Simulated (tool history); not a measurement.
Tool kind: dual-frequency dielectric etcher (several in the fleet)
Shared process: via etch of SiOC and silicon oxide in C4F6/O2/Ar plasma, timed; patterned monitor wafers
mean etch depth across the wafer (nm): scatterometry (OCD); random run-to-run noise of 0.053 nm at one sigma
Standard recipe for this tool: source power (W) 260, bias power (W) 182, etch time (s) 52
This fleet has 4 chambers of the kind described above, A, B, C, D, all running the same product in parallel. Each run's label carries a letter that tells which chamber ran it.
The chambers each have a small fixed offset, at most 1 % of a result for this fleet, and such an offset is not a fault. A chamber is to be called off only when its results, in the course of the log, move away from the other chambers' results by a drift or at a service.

| run | hour | source power (W) | bias power (W) | etch time (s) | read-back reference wafer on the same gauge, depth_nm | mean etch depth across the wafer (nm) |
|---|---|---|---|---|---|---|
| 1A | 9.5 | 260 | 182 | 52 | 44.113 | 50.200 |
| 2D | 19.5 | 260 | 182 | 52 | 44.116 | 49.708 |
| 3B | 32.2 | 260 | 182 | 52 | 44.129 | 49.629 |
| 4C | 41.7 | 260 | 182 | 52 | 44.139 | 50.073 |
| 5C | 50.2 | 260 | 182 | 38 | 44.132 | 36.668 |
| 6D | 59.5 | 260 | 182 | 38 | 44.162 | 36.389 |
|  | 59.9 | chamber D: wet clean of the chamber |
| 7B | 66.6 | 260 | 182 | 38 | 44.147 | 36.347 |
|  | 74.3 | chamber D: source power generator calibrated |
| 8A | 77.1 | 260 | 182 | 38 | 44.148 | 36.694 |
| 9A | 87.4 | 260 | 182 | 52 | 44.168 | 50.250 |
| 10B | 99.2 | 260 | 182 | 52 | 44.171 | 49.721 |
| 11C | 110.0 | 260 | 182 | 52 | 44.193 | 50.184 |
| 12D | 123.8 | 260 | 182 | 52 | 44.199 | 49.845 |
| 13A | 135.7 | 260 | 182 | 52 | 44.202 | 50.300 |
| 14D | 145.6 | 260 | 182 | 52 | 44.210 | 49.757 |
| 15B | 152.7 | 280 | 182 | 38 | 44.209 | 37.428 |
| 16C | 159.9 | 280 | 182 | 38 | 44.229 | 37.803 |
| 17B | 171.6 | 280 | 182 | 38 | 44.221 | 37.377 |
| 18C | 183.2 | 280 | 182 | 38 | 44.242 | 37.852 |
| 19A | 193.1 | 260 | 162 | 52 | 44.255 | 48.492 |
| 20D | 199.5 | 260 | 162 | 52 | 44.266 | 48.078 |
|  | 203.6 | chamber B: wet clean of the chamber |
| 21D | 210.9 | 260 | 162 | 52 | 44.264 | 48.028 |
| 22C | 219.6 | 260 | 162 | 52 | 44.277 | 48.483 |
| 23A | 227.2 | 260 | 182 | 52 | 44.268 | 50.459 |
| 24B | 236.7 | 260 | 182 | 52 | 44.273 | 49.889 |
| 25D | 245.5 | 260 | 182 | 52 | 44.290 | 49.888 |

Next, all 4 chambers run the settings below, one line each with question marks for the results. What does each chamber give?
| 26A | 255.7 | 260 | 182 | 52 |  | ? |
| 26B | 255.7 | 260 | 182 | 52 |  | ? |
| 26C | 255.7 | 260 | 182 | 52 |  | ? |
| 26D | 255.7 | 260 | 182 | 52 |  | ? |

| run | mean etch depth across the wafer (nm) |
|---|---|
| 26A | 50.393 |
| 26B | 49.915 |
| 26C | 50.274 |
| 26D | 49.902 |
